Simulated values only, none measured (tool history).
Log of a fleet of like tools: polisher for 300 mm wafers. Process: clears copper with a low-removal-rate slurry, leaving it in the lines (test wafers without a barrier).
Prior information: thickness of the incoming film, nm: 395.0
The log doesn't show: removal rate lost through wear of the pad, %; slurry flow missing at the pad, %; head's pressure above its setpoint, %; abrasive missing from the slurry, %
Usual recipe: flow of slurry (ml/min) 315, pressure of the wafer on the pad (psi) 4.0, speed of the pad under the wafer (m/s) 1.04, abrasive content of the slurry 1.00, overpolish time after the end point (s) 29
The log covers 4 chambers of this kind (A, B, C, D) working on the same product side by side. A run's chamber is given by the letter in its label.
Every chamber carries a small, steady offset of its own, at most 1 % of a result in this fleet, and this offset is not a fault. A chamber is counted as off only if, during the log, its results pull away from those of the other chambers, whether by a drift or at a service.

run	day	flow of slurry (ml/min)	pressure of the wafer on the pad (psi)	speed of the pad under the wafer (m/s)	abrasive content of the slurry	overpolish time after the end point (s)	wafers polished on this pad	hours since the slurry nozzle was cleaned	hours since the head pressure was calibrated	hours since the slurry blender was calibrated	time until the end point was called (s)	dishing of a wide line in a test structure (nm)
# day 0.158: chamber C: worn pad replaced by a new one
1A	0.504	315	4.0	1.04	1.00	29	629	127.8	995.0	58.9	81.242	51.537
2B	0.846	315	4.0	1.04	1.00	29	466	314.8	989.0	352.0	80.972	53.062
3D	1.158	315	4.0	1.04	1.00	29	1081	564.7	30.3	71.6	80.380	52.261
4C	1.408	315	4.0	1.04	1.00	29	192	207.2	253.1	37.9	80.455	51.373
# day 1.871: chamber B: slurry blender recalibrated
5C	1.900	315	4.0	1.04	1.00	29	268	219.0	264.9	49.7	81.302	51.956
6D	2.371	315	4.0	1.04	1.00	29	1267	593.8	59.4	100.7	80.521	52.116
# day 2.525: chamber A: slurry blender recalibrated
7B	2.617	315	4.0	1.04	1.00	29	738	357.3	1031.5	18.0	81.639	51.483
8A	2.983	315	4.0	1.04	1.00	29	1011	187.3	1054.5	11.1	81.814	53.049
9A	3.425	420	4.0	1.04	0.75	29	1079	197.9	1065.1	21.7	83.109	51.533
10C	3.738	420	4.0	1.04	0.75	29	551	263.1	309.0	93.8	84.622	50.770
# day 3.796: chamber D: worn pad replaced by a new one
11D	4.250	420	4.0	1.04	0.75	29	70	638.9	104.5	145.8	84.355	50.752
12B	4.721	420	4.0	1.04	0.75	29	1062	407.8	1082.0	68.5	83.781	51.582
13A	5.275	315	4.0	1.04	1.00	29	1363	242.3	1109.5	66.1	82.706	52.068
# day 5.638: chamber B: worn pad replaced by a new one
14C	5.762	315	4.0	1.04	1.00	29	863	311.7	357.6	142.4	80.251	52.387
# day 6.067: chamber C: worn pad replaced by a new one
15D	6.262	315	4.9	1.04	0.70	29	380	687.2	152.8	194.1	71.687	55.379
16B	6.788	315	4.9	1.04	0.70	29	177	457.4	1131.6	118.1	70.270	55.535
# day 7.100: chamber A: head pressure recalibrated
# day 7.179: chamber A: slurry blender recalibrated
17D	7.196	315	4.9	1.04	0.70	29	523	709.6	175.2	216.5	71.737	54.508
18C	7.683	315	4.9	1.04	0.70	29	249	357.8	403.7	188.5	70.671	53.978
19A	7.938	315	4.0	1.04	1.00	29	1773	306.2	20.2	18.3	83.629	51.267
20B	8.196	315	4.0	1.04	1.00	29	393	491.2	1165.4	151.9	78.948	51.519
21A	8.712	315	4.0	1.04	1.00	29	1892	324.8	38.8	36.9	83.977	51.249
# day 8.742: chamber B: slurry nozzle cleaned
22B	9.104	315	4.0	1.04	1.00	29	533	8.7	1187.2	173.7	81.402	51.981
# day 9.408: chamber D: slurry blender recalibrated
23C	9.538	315	4.0	1.04	1.00	29	534	402.3	448.2	233.0	79.768	51.566
24D	9.796	315	4.0	1.04	1.00	29	923	772.0	237.6	9.3	82.690	52.207
25A	10.108	315	4.0	1.04	1.00	29	2107	358.3	72.3	70.4	85.367	50.632
26B	10.604	315	4.0	1.04	1.00	29	764	44.7	1223.2	209.7	79.604	51.801
27D	11.100	315	4.0	1.04	1.00	29	1124	803.3	268.9	40.6	80.895	51.176
28C	11.396	230	4.0	1.04	1.00	29	820	446.9	492.8	277.6	82.974	50.790
29A	11.692	230	4.0	1.04	1.00	29	2351	396.3	110.3	108.4	87.518	49.917
# day 11.992: chamber C: worn pad replaced by a new one
# day 12.062: chamber A: slurry blender recalibrated
30C	12.150	230	4.0	1.04	1.00	29	24	465.0	510.9	295.7	83.656	50.442
31D	12.567	230	4.0	1.04	1.00	29	1350	838.5	304.1	75.8	83.991	51.828
32B	12.992	315	4.0	1.04	1.00	29	1132	102.0	1280.5	267.0	81.547	51.053
33C	13.308	315	4.0	1.04	1.00	29	202	492.8	538.7	323.5	80.339	50.673
# day 13.462: chamber C: slurry blender recalibrated
# day 13.604: chamber D: slurry nozzle cleaned
34A	13.854	315	4.0	1.30	1.00	22	2684	448.2	162.2	43.0	69.476	50.325
# day 14.133: chamber D: worn pad replaced by a new one
35D	14.367	315	4.0	1.30	1.00	22	36	18.4	347.3	119.0	64.308	51.677
# day 14.458: chamber B: worn pad replaced by a new one
36B	14.825	315	4.0	1.30	1.00	22	56	146.0	1324.5	311.0	64.045	51.083
# day 14.850: chamber A: slurry nozzle cleaned
37C	15.354	315	4.0	1.30	1.00	22	517	541.9	587.8	45.5	63.142	50.886
38B	15.612	315	4.0	1.04	1.00	16	178	164.9	1343.4	329.9	79.689	39.695
39A	15.921	315	4.0	1.04	1.00	16	3002	25.8	211.8	92.6	88.499	37.699
40D	16.350	315	4.0	1.04	1.00	16	341	66.0	394.9	166.6	81.053	39.371
# day 16.642: chamber C: worn pad replaced by a new one
41D	16.725	315	4.0	1.04	1.00	16	399	75.0	403.9	175.6	82.163	39.072
42C	17.042	315	4.0	1.04	1.00	29	61	582.4	628.3	86.0	79.508	51.239

Each of the 4 chambers runs these same settings next. Fill in every chamber's results:
43A	17.438	315	4.0	1.04	1.00	29					?	?
43B	17.438	315	4.0	1.04	1.00	29					?	?
43C	17.438	315	4.0	1.04	1.00	29					?	?
43D	17.438	315	4.0	1.04	1.00	29					?	?

run	time until the end point was called (s)	dishing of a wide line in a test structure (nm)
43A	88.023	49.748
43B	78.873	51.113
43C	80.268	51.859
43D	82.271	52.158
